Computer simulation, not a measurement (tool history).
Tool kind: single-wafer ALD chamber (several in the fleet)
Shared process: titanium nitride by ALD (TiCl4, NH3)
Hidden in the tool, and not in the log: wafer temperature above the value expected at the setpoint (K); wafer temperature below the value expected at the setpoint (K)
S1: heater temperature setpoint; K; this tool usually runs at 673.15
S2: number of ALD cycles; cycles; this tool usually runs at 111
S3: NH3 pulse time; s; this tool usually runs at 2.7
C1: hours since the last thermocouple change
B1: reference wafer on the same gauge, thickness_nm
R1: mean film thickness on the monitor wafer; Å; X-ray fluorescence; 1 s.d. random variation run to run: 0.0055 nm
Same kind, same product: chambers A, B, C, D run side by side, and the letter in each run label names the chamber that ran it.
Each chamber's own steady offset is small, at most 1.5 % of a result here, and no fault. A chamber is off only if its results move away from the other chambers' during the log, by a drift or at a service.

run	hour	S1	S2	S3	C1	B1	R1
1A	7.6	673.15	111	2.7	1710.9	2.1507	24.523
2D	21.7	673.15	111	2.7	772.8	2.1493	24.802
3B	34.1	673.15	111	2.7	1374.1	2.15	24.477
4C	50	673.15	111	2.7	2252.2	2.15	24.743
5D	63.2	673.15	111	2.7	814.3	2.1498	24.789
6A	79.6	673.15	111	2.7	1782.9	2.1503	24.469
7C	95.2	673.15	111	2.7	2297.4	2.15	24.772
8B	102.5	673.15	111	2.7	1442.5	2.15	24.379
9B	114.2	673.15	111	2.7	1454.2	2.1498	24.475
10C	125.3	673.15	111	2.7	2327.5	2.1502	24.815
11D	132.9	673.15	111	2.7	884	2.1519	24.712
12A	141.1	673.15	111	2.7	1844.4	2.1495	24.447
13A	155.2	673.15	111	2.7	1858.5	2.1495	24.634
14C	168.4	673.15	111	2.7	2370.6	2.1491	24.839
15D	183.5	673.15	111	2.7	934.6	2.1507	24.719
16B	194.1	673.15	111	2.7	1534.1	2.149	24.487
17A	201.2	673.15	111	2.7	1904.5	2.1505	24.657
18C	211.4	673.15	111	2.7	2413.6	2.1495	24.811
19B	220.2	673.15	111	2.7	1560.2	2.1494	24.364
20D	230.2	673.15	111	2.7	981.3	2.1501	24.714
21B	239.9	673.15	111	2.7	1579.9	2.1494	24.454
22A	247.1	673.15	111	2.7	1950.4	2.1497	24.603
23D	256.9	664.15	111	2.7	1008	2.1505	24.562
24C	273.5	664.15	111	2.7	2475.7	2.1515	24.584

Predict what each chamber gives when all 4 of them run the settings below next.
25A	285.4	673.15	111	2.7			?
25B	285.4	673.15	111	2.7			?
25C	285.4	673.15	111	2.7			?
25D	285.4	673.15	111	2.7			?

run	R1
25A	24.577
25B	24.356
25C	24.673
25D	24.692
